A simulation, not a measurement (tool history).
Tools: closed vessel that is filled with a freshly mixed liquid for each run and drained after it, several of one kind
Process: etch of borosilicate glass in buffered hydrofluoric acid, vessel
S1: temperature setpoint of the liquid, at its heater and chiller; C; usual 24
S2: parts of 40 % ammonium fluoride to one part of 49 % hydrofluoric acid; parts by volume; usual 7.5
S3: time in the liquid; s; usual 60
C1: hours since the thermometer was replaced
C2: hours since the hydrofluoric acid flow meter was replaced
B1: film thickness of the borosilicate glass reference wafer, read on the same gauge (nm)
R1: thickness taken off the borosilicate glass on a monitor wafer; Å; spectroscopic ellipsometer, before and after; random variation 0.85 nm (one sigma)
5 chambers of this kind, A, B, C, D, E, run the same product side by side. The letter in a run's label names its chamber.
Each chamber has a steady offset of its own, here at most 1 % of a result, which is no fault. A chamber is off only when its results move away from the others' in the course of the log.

| run | hour | S1 | S2 | S3 | C1 | C2 | B1 | R1 |
|---|---|---|---|---|---|---|---|---|
|  | 8.1 | chamber A: thermometer replaced |
| 1E | 10.6 | 24 | 7.5 | 60 | 1987.6 | 351.3 | 139.99 | 950.88 |
| 2A | 19.1 | 24 | 7.5 | 60 | 11.1 | 1652.6 | 140.01 | 985.22 |
| 3B | 25.2 | 24 | 7.5 | 60 | 243.6 | 2210.0 | 139.99 | 972.95 |
|  | 25.8 | chamber D: hydrofluoric acid flow meter replaced |
|  | 35.9 | chamber C: hydrofluoric acid flow meter replaced |
| 4C | 38.5 | 24 | 7.5 | 60 | 261.0 | 2.6 | 140.01 | 978.32 |
| 5D | 45.4 | 24 | 7.5 | 60 | 46.0 | 19.6 | 139.97 | 956.32 |
| 6D | 51.3 | 24 | 7.5 | 60 | 51.9 | 25.5 | 140.00 | 975.11 |
| 7C | 58.0 | 24 | 7.5 | 60 | 280.5 | 22.1 | 140.00 | 967.80 |
| 8E | 66.0 | 24 | 7.5 | 60 | 2043.0 | 406.7 | 139.98 | 961.52 |
| 9A | 77.5 | 24 | 7.5 | 60 | 69.5 | 1711.0 | 140.04 | 980.23 |
| 10B | 84.9 | 24 | 7.5 | 60 | 303.3 | 2269.7 | 139.98 | 975.99 |
| 11D | 90.9 | 24 | 7.5 | 60 | 91.5 | 65.1 | 139.97 | 959.88 |
|  | 98.8 | chamber B: hydrofluoric acid flow meter replaced |
| 12B | 100.2 | 24 | 7.5 | 60 | 318.6 | 1.5 | 139.97 | 969.60 |
| 13E | 107.1 | 24 | 7.5 | 60 | 2084.1 | 447.8 | 140.00 | 967.71 |
| 14A | 113.0 | 24 | 7.5 | 60 | 105.0 | 1746.5 | 140.00 | 979.62 |
|  | 115.5 | chamber A: hydrofluoric acid flow meter replaced |
| 15C | 124.5 | 24 | 7.5 | 60 | 347.0 | 88.6 | 140.03 | 973.98 |
|  | 133.6 | chamber E: thermometer replaced |
| 16C | 133.6 | 24 | 7.5 | 60 | 356.1 | 97.7 | 139.96 | 993.82 |
| 17D | 143.6 | 24 | 7.5 | 60 | 144.2 | 117.8 | 139.94 | 962.09 |
| 18A | 154.9 | 24 | 7.5 | 60 | 146.9 | 39.4 | 139.94 | 980.82 |
| 19B | 167.7 | 24 | 7.5 | 60 | 386.1 | 69.0 | 139.97 | 966.76 |
| 20E | 180.0 | 24 | 7.5 | 60 | 46.4 | 520.7 | 139.95 | 964.39 |
| 21E | 188.4 | 24 | 7.5 | 60 | 54.8 | 529.1 | 139.98 | 970.53 |
| 22D | 195.7 | 24 | 7.5 | 60 | 196.3 | 169.9 | 140.00 | 979.72 |
| 23B | 201.9 | 24 | 7.5 | 60 | 420.3 | 103.2 | 139.95 | 980.45 |
| 24A | 207.9 | 24 | 7.5 | 60 | 199.9 | 92.4 | 140.03 | 972.18 |
| 25C | 214.6 | 24 | 7.5 | 60 | 437.1 | 178.7 | 140.02 | 985.02 |
| 26D | 221.2 | 24 | 7.5 | 60 | 221.8 | 195.4 | 140.00 | 975.62 |
| 27E | 230.4 | 24 | 7.5 | 60 | 96.8 | 571.1 | 139.98 | 971.30 |
| 28C | 240.1 | 24 | 7.5 | 60 | 462.6 | 204.2 | 139.99 | 984.17 |
| 29A | 248.4 | 24 | 7.5 | 60 | 240.4 | 132.9 | 139.96 | 982.99 |
| 30B | 261.2 | 24 | 7.5 | 60 | 479.6 | 162.5 | 139.98 | 956.41 |
| 31B | 271.9 | 24 | 7.5 | 60 | 490.3 | 173.2 | 140.00 | 986.14 |
| 32E | 280.9 | 24 | 7.5 | 60 | 147.3 | 621.6 | 140.02 | 960.84 |
| 33A | 293.0 | 24 | 7.5 | 60 | 285.0 | 177.5 | 140.04 | 974.52 |
| 34D | 305.9 | 24 | 7.5 | 60 | 306.5 | 280.1 | 139.99 | 968.55 |
| 35C | 318.3 | 28 | 9.0 | 60 | 540.8 | 282.4 | 140.00 | 989.02 |
| 36C | 325.8 | 28 | 9.0 | 60 | 548.3 | 289.9 | 139.95 | 1011.50 |
| 37A | 338.1 | 28 | 9.0 | 60 | 330.1 | 222.6 | 139.99 | 991.97 |
| 38D | 344.9 | 28 | 9.0 | 60 | 345.5 | 319.1 | 140.02 | 974.95 |
| 39B | 352.2 | 28 | 9.0 | 60 | 570.6 | 253.5 | 139.97 | 1003.70 |

All 5 chambers run these settings next. Forecast each chamber's results:
| 40A | 361.9 | 24 | 7.5 | 30 |  |  |  | ? |
| 40B | 361.9 | 24 | 7.5 | 30 |  |  |  | ? |
| 40C | 361.9 | 24 | 7.5 | 30 |  |  |  | ? |
| 40D | 361.9 | 24 | 7.5 | 30 |  |  |  | ? |
| 40E | 361.9 | 24 | 7.5 | 30 |  |  |  | ? |

| run | R1 |
|---|---|
| 40A | 486.09 |
| 40B | 490.21 |
| 40C | 483.82 |
| 40D | 480.98 |
| 40E | 480.99 |
